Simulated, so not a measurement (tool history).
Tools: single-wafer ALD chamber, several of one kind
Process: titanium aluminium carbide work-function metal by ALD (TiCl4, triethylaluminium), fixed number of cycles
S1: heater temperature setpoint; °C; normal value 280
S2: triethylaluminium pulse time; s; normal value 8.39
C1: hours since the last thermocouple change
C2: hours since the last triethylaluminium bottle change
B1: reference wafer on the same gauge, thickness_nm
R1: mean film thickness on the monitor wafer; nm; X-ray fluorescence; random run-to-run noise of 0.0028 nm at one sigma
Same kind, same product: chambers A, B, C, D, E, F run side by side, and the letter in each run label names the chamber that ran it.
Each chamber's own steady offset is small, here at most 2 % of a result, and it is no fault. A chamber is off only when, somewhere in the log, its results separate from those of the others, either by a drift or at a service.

Run 1A, day 0.262: usual settings; C1 13.2; C2 1597.2; B1 1.9604. Result: R1 1.7963 nm.
At day 0.292: chamber B: triethylaluminium bottle replaced.
Run 2B, day 0.508: usual settings; C1 1916.9; C2 5.3; B1 1.9591. Result: R1 1.7818 nm.
Run 3D, day 0.758: usual settings; C1 1949.4; C2 357.6; B1 1.9592. Result: R1 1.8145 nm.
Run 4C, day 0.933: usual settings; C1 1257.7; C2 547; B1 1.9588. Result: R1 1.7872 nm.
Run 5E, day 1.121: usual settings but S2 6.32 s; C1 1003.2; C2 574.8; B1 1.9584. Result: R1 1.6658 nm.
Run 6F, day 1.425: usual settings but S2 6.32 s; C1 419.1; C2 69.8; B1 1.9575. Result: R1 1.6758 nm.
Run 7C, day 1.608: usual settings but S2 6.32 s; C1 1273.9; C2 563.2; B1 1.9581. Result: R1 1.6751 nm.
Run 8F, day 1.771: usual settings but S2 6.32 s; C1 427.4; C2 78.1; B1 1.9578. Result: R1 1.6753 nm.
Run 9E, day 2.05: usual settings but S2 6.32 s; C1 1025.5; C2 597.1; B1 1.957. Result: R1 1.6716 nm.
Run 10D, day 2.204: usual settings but S2 6.32 s; C1 1984.1; C2 392.3; B1 1.9581. Result: R1 1.7025 nm.
Run 11B, day 2.438: usual settings; C1 1963.2; C2 51.6; B1 1.957. Result: R1 1.7834 nm.
Run 12A, day 2.746: usual settings; C1 72.8; C2 1656.8; B1 1.9564. Result: R1 1.7899 nm.
Run 13A, day 2.962: usual settings; C1 78; C2 1662; B1 1.9556. Result: R1 1.7907 nm.
Run 14D, day 3.146: usual settings; C1 2006.7; C2 414.9; B1 1.9555. Result: R1 1.8073 nm.
Run 15C, day 3.317: usual settings but S2 11.48 s; C1 1314.9; C2 604.2; B1 1.9549. Result: R1 1.8538 nm.
Run 16F, day 3.612: usual settings but S2 11.48 s; C1 471.6; C2 122.3; B1 1.9555. Result: R1 1.8482 nm.
Run 17E, day 3.917: usual settings but S2 11.48 s; C1 1070.3; C2 641.9; B1 1.9547. Result: R1 1.848 nm.
At day 4.088: chamber E: triethylaluminium bottle replaced.
Run 18B, day 4.225: usual settings but S2 11.48 s; C1 2006.1; C2 94.5; B1 1.9538. Result: R1 1.8516 nm.
Run 19A, day 4.392: usual settings but S2 11.48 s; C1 112.3; C2 1696.3; B1 1.9538. Result: R1 1.8557 nm.
Run 20E, day 4.592: usual settings but S2 11.48 s; C1 1086.5; C2 12.2; B1 1.9539. Result: R1 1.8464 nm.
Run 21C, day 4.904: usual settings; C1 1353; C2 642.3; B1 1.9532. Result: R1 1.7786 nm.
Run 22B, day 5.121: usual settings but S1 267 °C, S2 10.46 s; C1 2027.6; C2 116; B1 1.9526. Result: R1 1.7215 nm.
Run 23F, day 5.262: usual settings but S1 267 °C, S2 10.46 s; C1 511.2; C2 161.9; B1 1.9533. Result: R1 1.7206 nm.
Run 24D, day 5.5: usual settings but S1 267 °C, S2 10.46 s; C1 2063.2; C2 471.4; B1 1.9526. Result: R1 1.7597 nm.
Run 25A, day 5.75: usual settings but S1 267 °C, S2 10.46 s; C1 144.9; C2 1728.9; B1 1.9527. Result: R1 1.7256 nm.
Run 26F, day 6.017: usual settings but S1 267 °C, S2 10.46 s; C1 529.3; C2 180; B1 1.9526. Result: R1 1.727 nm.
Run 27E, day 6.325: usual settings but S1 267 °C, S2 10.46 s; C1 1128.1; C2 53.8; B1 1.9522. Result: R1 1.7173 nm.
Run 28B, day 6.562: usual settings; C1 2062.2; C2 150.6; B1 1.9512. Result: R1 1.7738 nm.
Run 29D, day 6.725: usual settings; C1 2092.6; C2 500.8; B1 1.9514. Result: R1 1.8142 nm.
At day 6.75: chamber C: triethylaluminium bottle replaced.
Run 30C, day 7.038: usual settings but S1 291 °C, S2 10.5 s; C1 1404.2; C2 6.9; B1 1.9502. Result: R1 1.9343 nm.
Run 31C, day 7.242: usual settings but S1 291 °C, S2 10.5 s; C1 1409.1; C2 11.8; B1 1.9506. Result: R1 1.9301 nm.
Run 32E, day 7.479: usual settings but S1 291 °C, S2 10.5 s; C1 1155.8; C2 81.5; B1 1.9504. Result: R1 1.9156 nm.
Run 33F, day 7.638: usual settings but S1 291 °C, S2 10.5 s; C1 568.2; C2 218.9; B1 1.95. Result: R1 1.9297 nm.
Run 34A, day 7.908: usual settings but S1 291 °C, S2 10.5 s; C1 196.7; C2 1780.7; B1 1.9495. Result: R1 1.936 nm.
At day 7.971: chamber A: triethylaluminium bottle replaced.
Run 35B, day 8.05: usual settings but S1 291 °C, S2 10.5 s; C1 2097.9; C2 186.3; B1 1.9501. Result: R1 1.9263 nm.
Run 36D, day 8.296: usual settings; C1 2130.3; C2 538.5; B1 1.9496. Result: R1 1.8058 nm.
Run 37F, day 8.438: usual settings; C1 587.4; C2 238.1; B1 1.949. Result: R1 1.7767 nm.
Run 38B, day 8.642: usual settings; C1 2112.1; C2 200.5; B1 1.948. Result: R1 1.7788 nm.
Run 39E, day 8.792: usual settings; C1 1187.3; C2 113; B1 1.9488. Result: R1 1.77 nm.
At day 8.808: chamber D: thermocouple changed; heater temperature recalibrated.
Run 40A, day 9.021: usual settings but S1 292 °C, S2 5.34 s; C1 223.4; C2 25.3; B1 1.9479. Result: R1 1.6849 nm.
Run 41D, day 9.221: usual settings but S1 292 °C, S2 5.34 s; C1 9.9; C2 560.7; B1 1.9488. Result: R1 1.6884 nm.
Run 42C, day 9.425: usual settings but S1 292 °C, S2 5.34 s; C1 1461.5; C2 64.2; B1 1.9483. Result: R1 1.6784 nm.

Read the log: is a single chamber off, either drifting away or since a service, is the gauge that measures every chamber drifting, or is nothing wrong beyond small per-chamber offsets? Name any odd chamber and what most likely caused it.

The gauge drifts, so all chambers seem to drift together. No chamber is off.
Most likely cause: gauge reads low (%) = 0.633.
